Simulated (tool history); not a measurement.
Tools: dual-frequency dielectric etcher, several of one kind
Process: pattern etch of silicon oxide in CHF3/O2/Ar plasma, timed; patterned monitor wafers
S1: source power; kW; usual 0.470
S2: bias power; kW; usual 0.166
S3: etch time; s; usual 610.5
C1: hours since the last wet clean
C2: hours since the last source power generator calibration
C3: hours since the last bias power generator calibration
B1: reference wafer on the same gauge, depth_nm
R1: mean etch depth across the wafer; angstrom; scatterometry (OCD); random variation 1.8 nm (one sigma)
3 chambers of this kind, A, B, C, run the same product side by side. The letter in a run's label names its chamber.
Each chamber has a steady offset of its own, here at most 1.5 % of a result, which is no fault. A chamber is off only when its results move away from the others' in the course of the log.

Run 1B, hour 6.6: usual settings; C1 327.7; C2 3416.9; C3 3116.9; B1 1198.8. Result: R1 10731 angstrom.
Run 2A, hour 11.9: usual settings; C1 304.0; C2 220.1; C3 72.7; B1 1198.6. Result: R1 10706 angstrom.
Run 3C, hour 16.3: usual settings; C1 401.9; C2 2752.4; C3 433.0; B1 1199.5. Result: R1 10538 angstrom.
Run 4C, hour 23.5: usual settings; C1 409.1; C2 2759.6; C3 440.2; B1 1198.8. Result: R1 10551 angstrom.
Run 5B, hour 29.7: usual settings; C1 350.8; C2 3440.0; C3 3140.0; B1 1198.1. Result: R1 10662 angstrom.
Run 6A, hour 34.4: usual settings; C1 326.5; C2 242.6; C3 95.2; B1 1197.9. Result: R1 10674 angstrom.
At hour 35.8: chamber C: wet clean of the chamber.
Run 7A, hour 41.2: usual settings but S1 0.520 kW; C1 333.3; C2 249.4; C3 102.0; B1 1197.4. Result: R1 11088 angstrom.
Run 8B, hour 47.7: usual settings but S1 0.520 kW; C1 368.8; C2 3458.0; C3 3158.0; B1 1197.1. Result: R1 11093 angstrom.
Run 9C, hour 56.3: usual settings but S1 0.520 kW; C1 20.6; C2 2792.4; C3 473.0; B1 1196.5. Result: R1 10968 angstrom.
Run 10B, hour 60.7: usual settings; C1 381.8; C2 3471.0; C3 3171.0; B1 1196.5. Result: R1 10657 angstrom.
Run 11A, hour 67.9: usual settings; C1 360.0; C2 276.1; C3 128.7; B1 1196.0. Result: R1 10661 angstrom.
Run 12C, hour 76.8: usual settings; C1 41.1; C2 2812.9; C3 493.5; B1 1195.7. Result: R1 10538 angstrom.
Run 13B, hour 81.0: usual settings; C1 402.1; C2 3491.3; C3 3191.3; B1 1196.1. Result: R1 10695 angstrom.
Run 14C, hour 90.1: usual settings; C1 54.4; C2 2826.2; C3 506.8; B1 1195.5. Result: R1 10525 angstrom.
At hour 93.0: chamber B: wet clean of the chamber.
Run 15A, hour 97.9: usual settings; C1 390.0; C2 306.1; C3 158.7; B1 1194.4. Result: R1 10651 angstrom.
Run 16C, hour 103.0: usual settings; C1 67.3; C2 2839.1; C3 519.7; B1 1194.3. Result: R1 10491 angstrom.
Run 17B, hour 110.2: usual settings; C1 17.3; C2 3520.5; C3 3220.5; B1 1193.4. Result: R1 10630 angstrom.
Run 18A, hour 117.0: usual settings; C1 409.1; C2 325.2; C3 177.8; B1 1192.9. Result: R1 10645 angstrom.
Run 19B, hour 123.6: usual settings; C1 30.7; C2 3533.9; C3 3233.9; B1 1193.1. Result: R1 10645 angstrom.
Run 20A, hour 130.5: usual settings; C1 422.6; C2 338.7; C3 191.3; B1 1192.7. Result: R1 10657 angstrom.
Run 21C, hour 137.6: usual settings; C1 101.9; C2 2873.7; C3 554.3; B1 1192.6. Result: R1 10500 angstrom.
Run 22B, hour 143.3: usual settings; C1 50.4; C2 3553.6; C3 3253.6; B1 1191.4. Result: R1 10650 angstrom.
Run 23C, hour 147.7: usual settings; C1 112.0; C2 2883.8; C3 564.4; B1 1192.1. Result: R1 10514 angstrom.

Is one chamber off against the others, does the gauge drift, or is nothing wrong? If a chamber is off, say which, and what the likeliest cause is.

The gauge drifts, so all chambers seem to drift together. No chamber is off.
Cause: gauge reads low (%) = 0.724.
